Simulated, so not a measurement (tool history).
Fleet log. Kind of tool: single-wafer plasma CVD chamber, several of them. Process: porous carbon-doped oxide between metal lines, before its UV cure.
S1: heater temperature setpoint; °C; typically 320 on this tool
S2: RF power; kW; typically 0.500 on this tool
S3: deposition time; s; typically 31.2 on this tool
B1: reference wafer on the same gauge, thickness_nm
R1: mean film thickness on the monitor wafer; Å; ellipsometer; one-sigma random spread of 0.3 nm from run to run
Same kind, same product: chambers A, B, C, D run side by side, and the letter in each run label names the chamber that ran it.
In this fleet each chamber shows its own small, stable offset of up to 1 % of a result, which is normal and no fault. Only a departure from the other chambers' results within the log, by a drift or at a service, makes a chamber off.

run   hour   S1     S2    S3      B1      R1
 1D    5.7  320  0.500  31.2  161.98  1513.5
 2C   12.9  320  0.500  31.2  161.94  1495.5
 3A   24.6  320  0.500  31.2  162.06  1495.9
 4B   33.3  320  0.500  31.2  162.02  1520.2
 5C   45.7  320  0.500  31.2  162.03  1499.9
 6A   55.6  320  0.500  31.2  161.88  1494.8
 7B   64.6  320  0.500  31.2  161.98  1520.0
 8D   73.2  320  0.500  31.2  161.93  1516.5
 9B   81.7  320  0.500  31.2  161.99  1524.0
10D   92.1  320  0.500  31.2  161.94  1514.4
11C  104.6  320  0.500  31.2  162.07  1504.6
12A  110.6  320  0.500  31.2  162.01  1499.6
13B  121.3  320  0.570  31.2  161.93  1654.7
14A  130.5  320  0.570  31.2  162.02  1629.9
15D  140.7  320  0.570  31.2  162.07  1651.3
16C  151.7  320  0.570  31.2  162.05  1633.9
     158.0  -- chamber B: thermocouple changed; heater temperature recalibrated
17A  161.1  320  0.500  31.2  162.06  1492.7
18B  173.3  320  0.410  34.1  162.08  1457.2
19C  184.5  320  0.410  34.1  162.00  1421.1
20D  191.0  320  0.410  34.1  162.05  1431.1
21A  197.2  320  0.410  34.1  161.97  1418.0
22D  208.0  320  0.500  34.0  161.96  1644.8
23B  217.0  320  0.500  34.0  162.01  1671.5
24C  225.7  320  0.500  34.0  161.99  1631.5
25D  233.3  320  0.500  34.0  162.02  1643.6
26B  245.3  320  0.500  31.2  161.98  1535.7
27C  253.9  326  0.500  31.2  162.09  1461.4
28A  260.5  326  0.500  31.2  161.87  1454.2
29B  270.3  326  0.500  31.2  162.06  1498.0
30C  277.1  326  0.500  31.2  162.00  1455.1
31A  288.8  320  0.500  31.2  161.94  1495.6
32D  295.3  320  0.500  31.2  162.08  1509.9
33C  306.4  325  0.500  27.0  161.97  1269.7
     316.3  -- chamber B: RF generator calibrated
34B  317.9  325  0.500  27.0  162.12  1307.8
35A  329.9  325  0.500  27.0  161.91  1264.8
36D  339.5  325  0.500  27.0  162.01  1285.6
37B  346.3  320  0.500  31.2  161.95  1540.5
38D  353.0  320  0.500  31.2  161.95  1515.8
39C  363.1  320  0.500  31.2  162.05  1503.2
40A  368.8  328  0.500  31.2  161.87  1440.1
41C  378.8  328  0.500  31.2  162.06  1441.9
42D  390.5  328  0.500  31.2  161.97  1449.1
43A  401.5  328  0.500  31.2  161.93  1441.8

Which is it: a chamber that has drifted or been left off by a service, a gauge drift common to all chambers, or only each chamber's usual small offset? If a chamber is off, name it and its likeliest cause.

The work done on chamber B during a service left it standing apart from the others.
What lies behind it: wafer temperature below the value expected at the setpoint (K) = 2.44.

Below are 4 candidate recipes for chamber B's next run, each the usual settings with a change, their results shown as question marks. Which of them brings B's results back in line with what the other chambers give on the usual settings?
In line means no further than this from the other chambers' mean on the usual settings: R1 12.0 Å
44B-1  410.5  320  0.500  31.4       ?
44B-2  410.5  320  0.500  30.9       ?
44B-3  410.5  320  0.495  30.7       ?
44B-4  410.5  320  0.520  31.2       ?

On the usual settings, the other chambers give on average: R1 1503.4 Å
  run      R1
44B-1  1550.7
44B-2  1526.7
44B-3  1506.8
44B-4  1581.8
44B-3 is the one that brings the chamber's results back in line with the other chambers.
